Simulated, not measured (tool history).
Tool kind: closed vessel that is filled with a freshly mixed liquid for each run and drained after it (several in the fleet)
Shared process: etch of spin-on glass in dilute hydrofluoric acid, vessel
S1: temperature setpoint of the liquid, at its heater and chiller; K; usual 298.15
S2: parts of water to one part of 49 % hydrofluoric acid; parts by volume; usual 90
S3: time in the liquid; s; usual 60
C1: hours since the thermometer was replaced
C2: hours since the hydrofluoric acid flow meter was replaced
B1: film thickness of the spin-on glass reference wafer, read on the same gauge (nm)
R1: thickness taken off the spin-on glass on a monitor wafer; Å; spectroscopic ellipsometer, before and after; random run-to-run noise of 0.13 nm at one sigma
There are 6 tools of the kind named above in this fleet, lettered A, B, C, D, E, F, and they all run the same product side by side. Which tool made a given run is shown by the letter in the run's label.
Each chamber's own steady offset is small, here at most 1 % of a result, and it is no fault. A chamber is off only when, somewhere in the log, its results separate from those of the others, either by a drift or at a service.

run	day	S1	S2	S3	C1	C2	B1	R1
1C	0.279	298.15	90	60	308.6	1410.7	59.968	369.49
2D	0.521	298.15	90	60	150.2	794.4	60.005	363.61
3F	0.667	298.15	90	60	481.6	913.4	60.025	365.12
4E	0.967	298.15	90	60	1539.4	138.3	60.023	369.06
5A	1.192	298.15	90	60	150.1	68.1	60.020	364.93
6B	1.354	298.15	90	60	467.1	550.8	60.002	367.28
7C	1.612	295.65	75	60	340.6	1442.7	59.976	407.24
8D	1.746	295.65	75	60	179.6	823.8	60.011	407.71
9A	2.033	295.65	75	60	170.3	88.3	59.996	405.01
10E	2.275	295.65	75	60	1570.8	169.7	59.991	408.20
11B	2.421	295.65	75	60	492.7	576.4	60.021	406.09
12F	2.617	295.65	75	60	528.4	960.2	59.970	407.31
13B	2.792	298.15	90	60	501.6	585.3	60.007	369.74
14D	2.958	298.15	90	60	208.7	852.9	60.024	365.94
15F	3.142	298.15	90	60	541.0	972.8	60.013	364.53
16C	3.404	298.15	90	60	383.6	1485.7	59.959	369.11
17A	3.533	298.15	110	40	206.3	124.3	60.015	195.40
18E	3.758	298.15	110	40	1606.4	205.3	60.025	197.13
19C	3.921	298.15	110	40	396.0	1498.1	60.002	195.29
20B	4.208	298.15	110	40	535.6	619.3	60.021	194.33
21F	4.417	298.15	110	40	571.6	1003.4	59.995	193.81
22D	4.654	298.15	110	40	249.4	893.6	60.011	194.51
23E	4.921	298.15	90	60	1634.3	233.2	59.976	368.55
24A	5.125	298.15	90	60	244.5	162.5	60.000	366.18
25C	5.350	298.15	90	60	430.3	1532.4	60.039	370.19
26A	5.579	298.15	90	60	255.4	173.4	59.963	365.52
# day 5.671: chamber C: thermometer replaced
27F	5.854	298.15	90	60	606.1	1037.9	60.004	365.47
28E	6.017	298.15	90	60	1660.6	259.5	60.016	370.01
29B	6.192	298.15	90	60	583.2	666.9	60.004	369.51
30D	6.417	298.15	90	60	291.7	935.9	59.989	363.19
31E	6.658	298.15	90	60	1676.0	274.9	60.026	368.21
32A	6.808	298.15	90	60	284.9	202.9	60.011	366.52
33F	7.050	298.15	90	60	634.8	1066.6	60.016	364.86
34B	7.188	298.15	90	60	607.1	690.8	60.012	366.67
35C	7.371	298.15	90	60	40.8	1580.9	59.995	365.57
36D	7.608	298.15	90	60	320.3	964.5	59.973	364.48
37F	7.746	298.15	90	60	651.5	1083.3	60.035	366.32

What goes on in this fleet: one chamber off, a drifting gauge, or nothing beyond the chambers' own small offsets? Name the chamber and the cause, if any.

All chambers stay in line apart from their small fixed offsets, and the gauge does not drift.
